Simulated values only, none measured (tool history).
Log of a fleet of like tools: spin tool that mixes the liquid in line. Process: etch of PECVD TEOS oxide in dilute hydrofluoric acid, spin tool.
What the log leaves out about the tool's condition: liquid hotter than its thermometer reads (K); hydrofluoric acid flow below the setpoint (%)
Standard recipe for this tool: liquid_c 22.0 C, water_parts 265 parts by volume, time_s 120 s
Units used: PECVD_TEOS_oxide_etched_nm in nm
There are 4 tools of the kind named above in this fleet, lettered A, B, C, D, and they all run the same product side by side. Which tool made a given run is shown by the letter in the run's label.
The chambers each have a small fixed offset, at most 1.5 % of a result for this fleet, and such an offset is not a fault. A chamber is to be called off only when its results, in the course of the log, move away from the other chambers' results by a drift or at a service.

run   hour  liquid_c  water_parts  time_s  hours since the thermometer was replaced  hours since the hydrofluoric acid flow meter was replaced  read-back film thickness of the PECVD TEOS oxide reference wafer, read on the same gauge (nm)  PECVD_TEOS_oxide_etched_nm
 1C    5.6      22.0          265     120                                     929.5                                                       65.1                                                                                         129.99                     10.0020
 2D   11.6      22.0          265     120                                     384.6                                                      989.4                                                                                         129.99                      9.8902
 3A   23.9      22.0          265     120                                      25.9                                                      234.7                                                                                         130.01                      9.9952
 4B   31.3      22.0          265     120                                     879.0                                                      529.0                                                                                         130.01                     10.2110
 5D   40.9      22.0          265     120                                     413.9                                                     1018.7                                                                                         130.03                     10.0490
 6C   48.5      22.0          265     120                                     972.4                                                      108.0                                                                                         129.97                      9.9635
 7B   56.3      22.0          265     120                                     904.0                                                      554.0                                                                                         130.00                     10.0750
 8A   65.6      22.0          365     120                                      67.6                                                      276.4                                                                                         129.98                      6.5120
 9C   75.7      22.0          365     120                                     999.6                                                      135.2                                                                                         130.00                      6.4737
10B   86.8      22.0          365     120                                     934.5                                                      584.5                                                                                         129.97                      6.5951
      89.2  -- chamber B: hydrofluoric acid flow meter replaced
11D   97.7      22.0          365     120                                     470.7                                                     1075.5                                                                                         130.02                      6.5423
12A  107.9      22.0          265     120                                     109.9                                                      318.7                                                                                         130.00                     10.0880
13C  114.1      25.5          265     185                                    1038.0                                                      173.6                                                                                         130.00                     17.5740
14D  123.9      25.5          265     185                                     496.9                                                     1101.7                                                                                         129.99                     17.1740
15A  134.8      25.5          265     185                                     136.8                                                      345.6                                                                                         129.97                     17.0290
16B  143.1      25.5          265     185                                     990.8                                                       53.9                                                                                         130.02                     17.5430
17C  150.6      19.0          265     120                                    1074.5                                                      210.1                                                                                         129.99                      8.9252
18B  156.4      19.0          265     120                                    1004.1                                                       67.2                                                                                         130.00                      8.9782
19D  162.8      19.0          265     120                                     535.8                                                     1140.6                                                                                         130.00                      8.8071
20A  172.1      19.0          265     120                                     174.1                                                      382.9                                                                                         130.00                      8.8783
21B  178.6      17.5          265      65                                    1026.3                                                       89.4                                                                                         130.03                      4.5954
     182.5  -- chamber C: thermometer replaced
22D  187.7      17.5          265      65                                     560.7                                                     1165.5                                                                                         129.99                      4.5649
23A  195.9      17.5          265      65                                     197.9                                                      406.7                                                                                         130.00                      4.5342
24C  207.8      17.5          265      65                                      25.3                                                      267.3                                                                                         130.03                      4.5774
25D  220.2      22.0          265     120                                     593.2                                                     1198.0                                                                                         130.00                      9.9878
     224.8  -- chamber A: hydrofluoric acid flow meter replaced
26C  230.4      22.0          265     120                                      47.9                                                      289.9                                                                                         130.01                      9.9155
27A  240.4      22.0          265     120                                     242.4                                                       15.7                                                                                         130.00                      9.9632
28B  252.9      22.0          145      75                                    1100.6                                                      163.7                                                                                         129.99                     13.1490
29B  261.9      22.0          145      75                                    1109.6                                                      172.7                                                                                         130.00                     13.1450
30A  268.7      22.0          145      75                                     270.7                                                       44.0                                                                                         130.00                     13.0470
31D  277.3      22.0          145      75                                     650.3                                                     1255.1                                                                                         129.98                     12.9560
32C  286.8      22.0          265     120                                     104.3                                                      346.3                                                                                         129.99                      9.8121
33A  296.5      22.0          265     120                                     298.5                                                       71.8                                                                                         129.99                      9.8304
34D  306.6      22.0          265     120                                     679.6                                                     1284.4                                                                                         129.98                     10.0720
35B  319.0      22.0          265     120                                    1166.7                                                      229.8                                                                                         130.00                     10.0770
36C  327.4      22.0          265     120                                     144.9                                                      386.9                                                                                         129.97                      9.9885
37C  336.4      22.0          265     120                                     153.9                                                      395.9                                                                                         129.98                      9.8354
38A  347.8      22.0          265     120                                     349.8                                                      123.1                                                                                         129.96                      9.9536

For the next run the whole fleet of 4 chambers uses the same settings. Give each chamber's results:
39A  356.8      22.0          265     120                                                                                                                                                                                                                               ?
39B  356.8      22.0          265     120                                                                                                                                                                                                                               ?
39C  356.8      22.0          265     120                                                                                                                                                                                                                               ?
39D  356.8      22.0          265     120                                                                                                                                                                                                                               ?

run  PECVD_TEOS_oxide_etched_nm
39A                      9.9289
39B                     10.1510
39C                      9.8687
39D                      9.9705
